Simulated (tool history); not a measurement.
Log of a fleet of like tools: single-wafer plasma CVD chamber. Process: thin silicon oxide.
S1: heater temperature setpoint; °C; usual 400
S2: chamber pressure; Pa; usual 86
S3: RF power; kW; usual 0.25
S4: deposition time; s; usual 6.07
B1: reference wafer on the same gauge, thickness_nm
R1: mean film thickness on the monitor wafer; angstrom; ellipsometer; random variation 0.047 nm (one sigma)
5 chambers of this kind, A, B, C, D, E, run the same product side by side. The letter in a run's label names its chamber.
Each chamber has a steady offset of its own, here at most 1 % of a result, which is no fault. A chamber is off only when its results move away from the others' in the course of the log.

run 1B day=0.2 | S1=400 S2=86 S3=0.25 S4=6.07 | B1=6.7783 | R1=83.144
run 2A day=0.362 | S1=400 S2=86 S3=0.25 S4=6.07 | B1=6.7789 | R1=82.61
run 3E day=0.533 | S1=400 S2=86 S3=0.25 S4=6.07 | B1=6.7642 | R1=82.006
run 4C day=0.692 | S1=400 S2=86 S3=0.25 S4=6.07 | B1=6.7626 | R1=82.628
run 5D day=0.862 | S1=400 S2=106.3 S3=0.22 S4=6.07 | B1=6.769 | R1=95.588
run 6D day=1.038 | S1=400 S2=106.3 S3=0.22 S4=6.07 | B1=6.7692 | R1=95.958
run 7A day=1.221 | S1=400 S2=106.3 S3=0.22 S4=6.07 | B1=6.7697 | R1=96.605
-- day=1.346 chamber D: RF generator calibrated
run 8C day=1.396 | S1=400 S2=106.3 S3=0.22 S4=6.07 | B1=6.7657 | R1=96.867
run 9E day=1.529 | S1=400 S2=106.3 S3=0.22 S4=6.07 | B1=6.7595 | R1=95.465
run 10B day=1.671 | S1=400 S2=86 S3=0.25 S4=6.07 | B1=6.7681 | R1=83.145
run 11A day=1.904 | S1=400 S2=86 S3=0.25 S4=6.07 | B1=6.7741 | R1=82.643
run 12B day=2.092 | S1=400 S2=86 S3=0.25 S4=6.07 | B1=6.7713 | R1=82.438
run 13E day=2.221 | S1=400 S2=86 S3=0.25 S4=6.07 | B1=6.7758 | R1=81.387
run 14D day=2.383 | S1=400 S2=86 S3=0.25 S4=6.07 | B1=6.7719 | R1=82.572
run 15C day=2.558 | S1=400 S2=86 S3=0.25 S4=6.07 | B1=6.7688 | R1=82.31
run 16B day=2.729 | S1=400 S2=86 S3=0.25 S4=6.07 | B1=6.7696 | R1=82.693
run 17A day=2.838 | S1=400 S2=86 S3=0.25 S4=6.07 | B1=6.7794 | R1=82.533
run 18D day=2.954 | S1=400 S2=86 S3=0.25 S4=6.07 | B1=6.7706 | R1=82.351
run 19E day=3.071 | S1=400 S2=86 S3=0.25 S4=6.07 | B1=6.7679 | R1=82.038
run 20C day=3.192 | S1=400 S2=86 S3=0.25 S4=6.07 | B1=6.7653 | R1=83.257
-- day=3.333 chamber E: capacitance manometer re-zeroed and calibrated
run 21B day=3.354 | S1=400 S2=86 S3=0.25 S4=6.07 | B1=6.7733 | R1=82.37
run 22E day=3.575 | S1=400 S2=86 S3=0.25 S4=6.07 | B1=6.778 | R1=85.491
run 23C day=3.75 | S1=400 S2=86 S3=0.25 S4=6.07 | B1=6.7626 | R1=82.17
run 24A day=3.871 | S1=400 S2=86 S3=0.21 S4=6.79 | B1=6.7648 | R1=86.331
run 25D day=4.033 | S1=400 S2=86 S3=0.21 S4=6.79 | B1=6.7726 | R1=84.588
run 26C day=4.208 | S1=400 S2=86 S3=0.21 S4=6.79 | B1=6.764 | R1=86.263
run 27D day=4.4 | S1=400 S2=86 S3=0.21 S4=6.79 | B1=6.7779 | R1=84.371
run 28A day=4.579 | S1=400 S2=86 S3=0.21 S4=6.79 | B1=6.7635 | R1=85.279
run 29E day=4.729 | S1=400 S2=86 S3=0.25 S4=6.07 | B1=6.7795 | R1=86.154
run 30B day=4.854 | S1=400 S2=86 S3=0.25 S4=6.07 | B1=6.7627 | R1=81.948
run 31E day=5.004 | S1=400 S2=86 S3=0.25 S4=6.07 | B1=6.7734 | R1=85.468
run 32C day=5.204 | S1=400 S2=86 S3=0.25 S4=6.07 | B1=6.7662 | R1=83.141
run 33A day=5.421 | S1=400 S2=86 S3=0.25 S4=6.07 | B1=6.7652 | R1=82.613
run 34D day=5.583 | S1=400 S2=86 S3=0.25 S4=6.07 | B1=6.7599 | R1=82.019
run 35B day=5.733 | S1=400 S2=86 S3=0.25 S4=6.07 | B1=6.7716 | R1=82.325
run 36E day=5.967 | S1=400 S2=86 S3=0.25 S4=6.07 | B1=6.7646 | R1=86.863
run 37C day=6.154 | S1=400 S2=86 S3=0.25 S4=6.07 | B1=6.7675 | R1=83.088
run 38D day=6.321 | S1=400 S2=102.4 S3=0.25 S4=6.07 | B1=6.7703 | R1=97.687
run 39B day=6.496 | S1=400 S2=102.4 S3=0.25 S4=6.07 | B1=6.771 | R1=98.808
run 40A day=6.717 | S1=400 S2=102.4 S3=0.25 S4=6.07 | B1=6.7611 | R1=98.843
run 41D day=6.858 | S1=400 S2=102.4 S3=0.25 S4=6.07 | B1=6.7699 | R1=98.968

Next, every chamber runs the same settings. What will each give?
run 42A day=7.042 | S1=400 S2=86 S3=0.25 S4=6.07 | R1=?
run 42B day=7.042 | S1=400 S2=86 S3=0.25 S4=6.07 | R1=?
run 42C day=7.042 | S1=400 S2=86 S3=0.25 S4=6.07 | R1=?
run 42D day=7.042 | S1=400 S2=86 S3=0.25 S4=6.07 | R1=?
run 42E day=7.042 | S1=400 S2=86 S3=0.25 S4=6.07 | R1=?

run=42A R1=82.659
run=42B R1=82.343
run=42C R1=82.552
run=42D R1=82.009
run=42E R1=86.441
